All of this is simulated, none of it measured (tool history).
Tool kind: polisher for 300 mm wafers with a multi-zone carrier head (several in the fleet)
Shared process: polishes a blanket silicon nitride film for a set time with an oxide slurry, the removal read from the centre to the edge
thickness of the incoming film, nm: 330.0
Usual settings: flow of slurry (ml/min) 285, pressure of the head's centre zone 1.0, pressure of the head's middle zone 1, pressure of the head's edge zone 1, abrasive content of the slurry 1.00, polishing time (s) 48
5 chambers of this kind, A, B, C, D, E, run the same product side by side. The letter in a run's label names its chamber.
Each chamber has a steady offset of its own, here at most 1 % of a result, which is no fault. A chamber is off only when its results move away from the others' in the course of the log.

run,hour,flow of slurry (ml/min),pressure of the head's centre zone,pressure of the head's middle zone,pressure of the head's edge zone,abrasive content of the slurry,polishing time (s),film removed at the wafer's centre (nm),film removed at mid-radius (nm),film removed at the wafer's edge (nm)
1E,4.5,285,1.0,1,1,1.00,48,23.268,23.121,23.544
2A,8.4,285,1.0,1,1,1.00,48,22.994,23.378,23.177
3B,11.6,285,1.0,1,1,1.00,48,23.508,23.183,23.694
4C,17.7,285,1.0,1,1,1.00,48,23.261,22.959,23.763
5D,22.7,285,1.0,1,1,1.00,48,23.210,23.340,22.370
# hour 24.9: chamber B: worn pad replaced by a new one
6B,27.6,285,1.0,1,1,1.00,48,23.501,23.574,23.038
# hour 28.2: chamber D: slurry nozzle cleaned
7E,33.2,345,1.0,1,1,1.25,48,26.443,25.636,26.281
# hour 33.6: chamber A: worn pad replaced by a new one
8C,37.5,345,1.0,1,1,1.25,48,26.117,25.803,25.953
9D,40.6,345,1.0,1,1,1.25,48,25.677,26.440,25.871
10A,45.0,345,1.0,1,1,1.25,48,25.562,26.225,25.817
11E,48.8,345,1.0,1,1,1.25,48,25.857,26.095,25.803
12D,53.6,285,1.0,1,1,1.00,48,23.021,23.403,22.810
# hour 54.0: chamber E: slurry nozzle cleaned
13C,59.0,285,1.0,1,1,1.00,48,23.422,22.855,23.190
14B,63.5,285,1.0,1,1,1.00,48,23.197,22.732,23.193
15A,67.8,285,1.0,1,1,1.00,48,22.749,23.392,23.000
16A,71.5,285,1.0,1,1,0.85,48,20.963,21.443,21.398
# hour 73.4: chamber A: centre zone pressure recalibrated
17D,74.7,285,1.0,1,1,0.85,48,21.142,21.512,21.282
18E,80.2,285,1.0,1,1,0.85,48,21.354,21.498,21.774
19B,84.7,285,1.0,1,1,0.85,48,21.507,21.617,21.508
20C,90.1,285,1.0,1,1,0.85,48,21.414,21.362,21.758
21E,94.1,285,0.9,1,1,1.00,40,17.119,19.470,19.653
# hour 96.4: chamber C: worn pad replaced by a new one
22A,99.1,285,0.9,1,1,1.00,40,15.727,19.140,18.698
# hour 102.4: chamber C: slurry nozzle cleaned
23D,105.3,285,0.9,1,1,1.00,40,17.040,18.952,18.912
24B,108.7,285,0.9,1,1,1.00,40,17.359,18.968,19.453
# hour 109.4: chamber B: worn pad replaced by a new one
25C,112.2,285,0.9,1,1,1.00,40,17.317,19.224,19.795
26E,115.6,285,1.0,1,1,1.00,48,23.407,23.494,23.048
27C,118.6,285,1.0,1,1,1.00,48,23.243,22.901,23.132
28A,122.9,285,1.0,1,1,1.00,48,20.959,22.869,23.182
29D,126.3,285,1.0,1,1,1.00,55,26.519,26.470,25.898
30B,130.8,285,1.0,1,1,1.00,55,26.586,26.365,25.905
31A,137.0,285,1.0,1,1,1.00,55,24.214,26.386,26.361
32C,139.8,285,1.0,1,1,1.00,55,26.651,25.968,26.401

Next, every chamber runs the same settings. What will each give?
33A,144.3,285,1.0,1,1,1.00,48,?,?,?
33B,144.3,285,1.0,1,1,1.00,48,?,?,?
33C,144.3,285,1.0,1,1,1.00,48,?,?,?
33D,144.3,285,1.0,1,1,1.00,48,?,?,?
33E,144.3,285,1.0,1,1,1.00,48,?,?,?

run,film removed at the wafer's centre (nm),film removed at mid-radius (nm),film removed at the wafer's edge (nm)
33A,21.259,23.396,23.278
33B,23.241,23.246,23.360
33C,23.227,22.938,23.117
33D,23.096,23.536,23.319
33E,23.327,22.965,23.232

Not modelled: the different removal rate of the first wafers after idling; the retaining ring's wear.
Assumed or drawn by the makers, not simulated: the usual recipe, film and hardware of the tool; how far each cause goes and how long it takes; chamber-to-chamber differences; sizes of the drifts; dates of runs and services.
